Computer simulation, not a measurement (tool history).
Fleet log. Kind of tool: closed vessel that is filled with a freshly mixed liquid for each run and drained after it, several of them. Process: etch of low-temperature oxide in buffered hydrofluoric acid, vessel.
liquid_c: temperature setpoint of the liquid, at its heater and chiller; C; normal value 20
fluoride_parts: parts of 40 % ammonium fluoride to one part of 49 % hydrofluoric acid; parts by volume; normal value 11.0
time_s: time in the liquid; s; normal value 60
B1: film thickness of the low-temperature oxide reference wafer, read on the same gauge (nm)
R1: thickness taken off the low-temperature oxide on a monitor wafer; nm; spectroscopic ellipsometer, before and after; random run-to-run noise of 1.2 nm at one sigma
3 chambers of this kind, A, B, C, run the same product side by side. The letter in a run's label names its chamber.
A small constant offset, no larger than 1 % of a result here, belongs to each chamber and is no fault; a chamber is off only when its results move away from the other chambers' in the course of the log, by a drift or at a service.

Run 1B, hour 12.2: usual settings; B1 30.023. Result: R1 186.32 nm.
Run 2C, hour 23.7: usual settings; B1 29.995. Result: R1 187.32 nm.
Run 3A, hour 33.6: usual settings; B1 30.029. Result: R1 184.08 nm.
Run 4A, hour 44.4: usual settings; B1 30.019. Result: R1 182.97 nm.
Run 5B, hour 50.5: usual settings; B1 29.978. Result: R1 184.53 nm.
Run 6C, hour 57.9: usual settings; B1 30.050. Result: R1 184.53 nm.
Run 7A, hour 66.4: usual settings; B1 29.989. Result: R1 181.67 nm.
Run 8C, hour 72.7: usual settings; B1 30.025. Result: R1 184.44 nm.
Run 9B, hour 83.1: usual settings; B1 29.996. Result: R1 183.90 nm.
Run 10B, hour 91.9: usual settings; B1 29.959. Result: R1 184.40 nm.
Run 11A, hour 103.2: usual settings; B1 30.041. Result: R1 184.19 nm.
Run 12C, hour 115.1: usual settings; B1 29.959. Result: R1 184.15 nm.
Run 13C, hour 127.8: usual settings; B1 30.038. Result: R1 184.19 nm.
Run 14B, hour 139.3: usual settings; B1 29.984. Result: R1 185.38 nm.
Run 15A, hour 147.3: usual settings; B1 30.003. Result: R1 183.24 nm.
Run 16C, hour 159.2: usual settings but fluoride_parts 15.0 parts by volume; B1 30.012. Result: R1 137.24 nm.
Run 17B, hour 168.9: usual settings but fluoride_parts 15.0 parts by volume; B1 30.007. Result: R1 136.70 nm.
Run 18A, hour 177.9: usual settings but fluoride_parts 15.0 parts by volume; B1 29.993. Result: R1 135.63 nm.
Run 19C, hour 189.2: usual settings; B1 30.052. Result: R1 186.94 nm.
Run 20B, hour 196.7: usual settings; B1 29.992. Result: R1 186.52 nm.
At hour 199.1: chamber C: hydrofluoric acid flow meter replaced.
Run 21A, hour 209.5: usual settings; B1 29.980. Result: R1 184.82 nm.
At hour 211.4: chamber B: thermometer replaced.
At hour 212.1: chamber A: hydrofluoric acid flow meter replaced.
Run 22B, hour 221.0: usual settings; B1 29.988. Result: R1 186.91 nm.
Run 23C, hour 231.3: usual settings; B1 30.020. Result: R1 184.32 nm.
Run 24A, hour 237.2: usual settings; B1 29.967. Result: R1 180.36 nm.
Run 25C, hour 246.9: usual settings but liquid_c 23 C, time_s 35 s; B1 30.022. Result: R1 127.41 nm.
Run 26A, hour 254.9: usual settings but liquid_c 23 C, time_s 35 s; B1 30.020. Result: R1 126.76 nm.
Run 27B, hour 266.0: usual settings but liquid_c 23 C, time_s 35 s; B1 29.962. Result: R1 130.34 nm.
Run 28A, hour 275.1: usual settings; B1 30.010. Result: R1 183.21 nm.
Run 29B, hour 287.8: usual settings; B1 29.942. Result: R1 189.41 nm.
Run 30C, hour 299.6: usual settings; B1 30.030. Result: R1 185.25 nm.
Run 31A, hour 309.7: usual settings; B1 29.978. Result: R1 185.14 nm.
Run 32B, hour 321.0: usual settings; B1 29.984. Result: R1 189.96 nm.
Run 33C, hour 329.8: usual settings but liquid_c 22 C, fluoride_parts 14.0 parts by volume; B1 30.025. Result: R1 162.10 nm.
Run 34A, hour 340.4: usual settings but liquid_c 22 C, fluoride_parts 14.0 parts by volume; B1 29.989. Result: R1 161.74 nm.
Run 35B, hour 353.1: usual settings but liquid_c 22 C, fluoride_parts 14.0 parts by volume; B1 29.962. Result: R1 171.37 nm.

Next, all 3 chambers run the settings below, one line each with question marks for the results. What does each chamber give?
Run 36A, hour 362.3: usual settings but fluoride_parts 12.5 parts by volume. Result: R1 ?.
Run 36B, hour 362.3: usual settings but fluoride_parts 12.5 parts by volume. Result: R1 ?.
Run 36C, hour 362.3: usual settings but fluoride_parts 12.5 parts by volume. Result: R1 ?.

run      R1
36A  160.64
36B  169.42
36C  163.75

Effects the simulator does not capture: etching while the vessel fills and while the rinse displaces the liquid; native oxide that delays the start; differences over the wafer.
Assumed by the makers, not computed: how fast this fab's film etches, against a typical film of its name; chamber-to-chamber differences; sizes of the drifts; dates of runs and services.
